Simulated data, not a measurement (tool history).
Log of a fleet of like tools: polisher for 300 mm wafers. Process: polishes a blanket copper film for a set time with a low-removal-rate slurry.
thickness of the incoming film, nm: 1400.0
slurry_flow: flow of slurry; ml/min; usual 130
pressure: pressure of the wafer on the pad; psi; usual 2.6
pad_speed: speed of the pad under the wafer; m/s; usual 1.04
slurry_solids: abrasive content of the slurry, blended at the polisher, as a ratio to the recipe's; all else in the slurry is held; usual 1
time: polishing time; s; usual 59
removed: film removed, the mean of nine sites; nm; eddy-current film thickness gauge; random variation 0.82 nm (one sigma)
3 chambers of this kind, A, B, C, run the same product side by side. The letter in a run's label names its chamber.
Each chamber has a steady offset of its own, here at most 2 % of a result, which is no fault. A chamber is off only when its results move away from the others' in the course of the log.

| run | day | slurry_flow | pressure | pad_speed | slurry_solids | time | removed |
|---|---|---|---|---|---|---|---|
| 1B | 0.175 | 130 | 2.6 | 1.04 | 1 | 59 | 129.37 |
| 2C | 0.333 | 130 | 2.6 | 1.04 | 1 | 59 | 133.24 |
| 3A | 0.492 | 130 | 2.6 | 1.04 | 1 | 59 | 132.91 |
| 4C | 0.671 | 130 | 2.6 | 1.04 | 1 | 59 | 131.66 |
|  | 0.696 | chamber A: worn pad replaced by a new one |
| 5B | 0.988 | 130 | 3 | 1.04 | 1 | 59 | 149.74 |
|  | 1.1 | chamber B: slurry blender recalibrated |
| 6A | 1.321 | 130 | 3 | 1.04 | 1 | 59 | 152.58 |
| 7B | 1.667 | 130 | 3 | 1.04 | 1 | 59 | 150.46 |
| 8A | 1.833 | 130 | 2.1 | 1.04 | 1.25 | 59 | 111.37 |
| 9C | 2.117 | 130 | 2.1 | 1.04 | 1.25 | 59 | 112.04 |
| 10C | 2.354 | 130 | 2.1 | 1.04 | 1.25 | 59 | 113.75 |
|  | 2.438 | chamber C: slurry nozzle cleaned |
| 11B | 2.696 | 130 | 2.6 | 1.04 | 1 | 59 | 129.62 |
| 12A | 2.996 | 130 | 2.6 | 1.04 | 1 | 59 | 133.79 |
|  | 3.2 | chamber A: slurry blender recalibrated |
| 13A | 3.346 | 130 | 2.6 | 1.04 | 1 | 59 | 134.03 |
| 14B | 3.671 | 130 | 2.6 | 1.04 | 1 | 59 | 130.67 |
| 15C | 3.883 | 130 | 2.6 | 1.04 | 1 | 59 | 131.44 |
| 16C | 4.05 | 150 | 2.6 | 1.04 | 1 | 59 | 135.92 |
| 17B | 4.388 | 150 | 2.6 | 1.04 | 1 | 59 | 133.84 |
|  | 4.417 | chamber C: head pressure recalibrated |
| 18A | 4.688 | 150 | 2.6 | 1.04 | 1 | 59 | 136.79 |
|  | 4.758 | chamber A: worn pad replaced by a new one |
| 19B | 5.042 | 130 | 2.6 | 1.04 | 1 | 59 | 130.48 |
|  | 5.271 | chamber C: worn pad replaced by a new one |
|  | 5.283 | chamber B: worn pad replaced by a new one |
| 20A | 5.392 | 130 | 2.6 | 1.04 | 1 | 39 | 87.569 |
| 21C | 5.7 | 130 | 2.6 | 1.04 | 1 | 39 | 87.982 |
| 22C | 5.871 | 130 | 2.6 | 1.04 | 1 | 39 | 88.084 |
| 23B | 6.175 | 130 | 3.1 | 1.04 | 1 | 59 | 156.75 |
| 24A | 6.338 | 130 | 3.1 | 1.04 | 1 | 59 | 157.81 |
|  | 6.562 | chamber B: head pressure recalibrated |
| 25B | 6.575 | 130 | 3.1 | 1.04 | 1 | 59 | 142.95 |
| 26A | 6.796 | 130 | 2.6 | 1.04 | 1 | 59 | 132.34 |
| 27C | 6.954 | 130 | 2.6 | 1.04 | 1 | 59 | 131.41 |
|  | 7.129 | chamber A: slurry nozzle cleaned |
| 28B | 7.158 | 130 | 2.6 | 1.04 | 1 | 59 | 118.5 |
| 29A | 7.338 | 130 | 2.6 | 1.04 | 1 | 59 | 133.24 |
| 30C | 7.667 | 130 | 2.6 | 1.04 | 1 | 59 | 134.19 |
| 31B | 7.892 | 130 | 2.6 | 1.04 | 1 | 59 | 119.36 |
| 32A | 8.179 | 130 | 2.6 | 1.04 | 0.85 | 42 | 91.704 |
| 33C | 8.483 | 130 | 2.6 | 1.04 | 0.85 | 42 | 91.993 |
|  | 8.617 | chamber A: worn pad replaced by a new one |
| 34B | 8.804 | 130 | 2.6 | 1.04 | 0.85 | 42 | 82.518 |
| 35C | 9.075 | 90 | 2.6 | 1.04 | 1 | 59 | 121.17 |
| 36A | 9.275 | 90 | 2.6 | 1.04 | 1 | 59 | 121.35 |
| 37C | 9.525 | 90 | 2.6 | 1.04 | 1 | 59 | 119.51 |
| 38B | 9.842 | 130 | 2.6 | 1.04 | 1 | 59 | 120.33 |
| 39A | 10.104 | 130 | 2.6 | 1.04 | 1 | 59 | 132.82 |

What goes on in this fleet: one chamber off, a drifting gauge, or nothing beyond the chambers' own small offsets? Name the chamber and the cause, if any.

A service left chamber B off against the others.
Cause: head's pressure below its setpoint, % = 8.16.

Here are 4 candidates for chamber B's next run, each the usual settings with a change, their results left as question marks. Which one brings its results back in line with what the others give on the usual settings?
In line means no further than this from the other chambers' mean on the usual settings: removed 2.9 nm
| 40B-1 | 10.362 | 130 | 2.5 | 0.98 | 1 | 59 | ? |
| 40B-2 | 10.362 | 130 | 2.6 | 1.16 | 1 | 59 | ? |
| 40B-3 | 10.362 | 130 | 2.6 | 1.06 | 1 | 60 | ? |
| 40B-4 | 10.362 | 130 | 2.6 | 1.04 | 1 | 57 | ? |

The other chambers' mean on the usual settings: removed 132.54 nm
| run | removed |
|---|---|
| 40B-1 | 108.66 |
| 40B-2 | 133.58 |
| 40B-3 | 124.2 |
| 40B-4 | 115.77 |
40B-2 brings the chamber back in line.

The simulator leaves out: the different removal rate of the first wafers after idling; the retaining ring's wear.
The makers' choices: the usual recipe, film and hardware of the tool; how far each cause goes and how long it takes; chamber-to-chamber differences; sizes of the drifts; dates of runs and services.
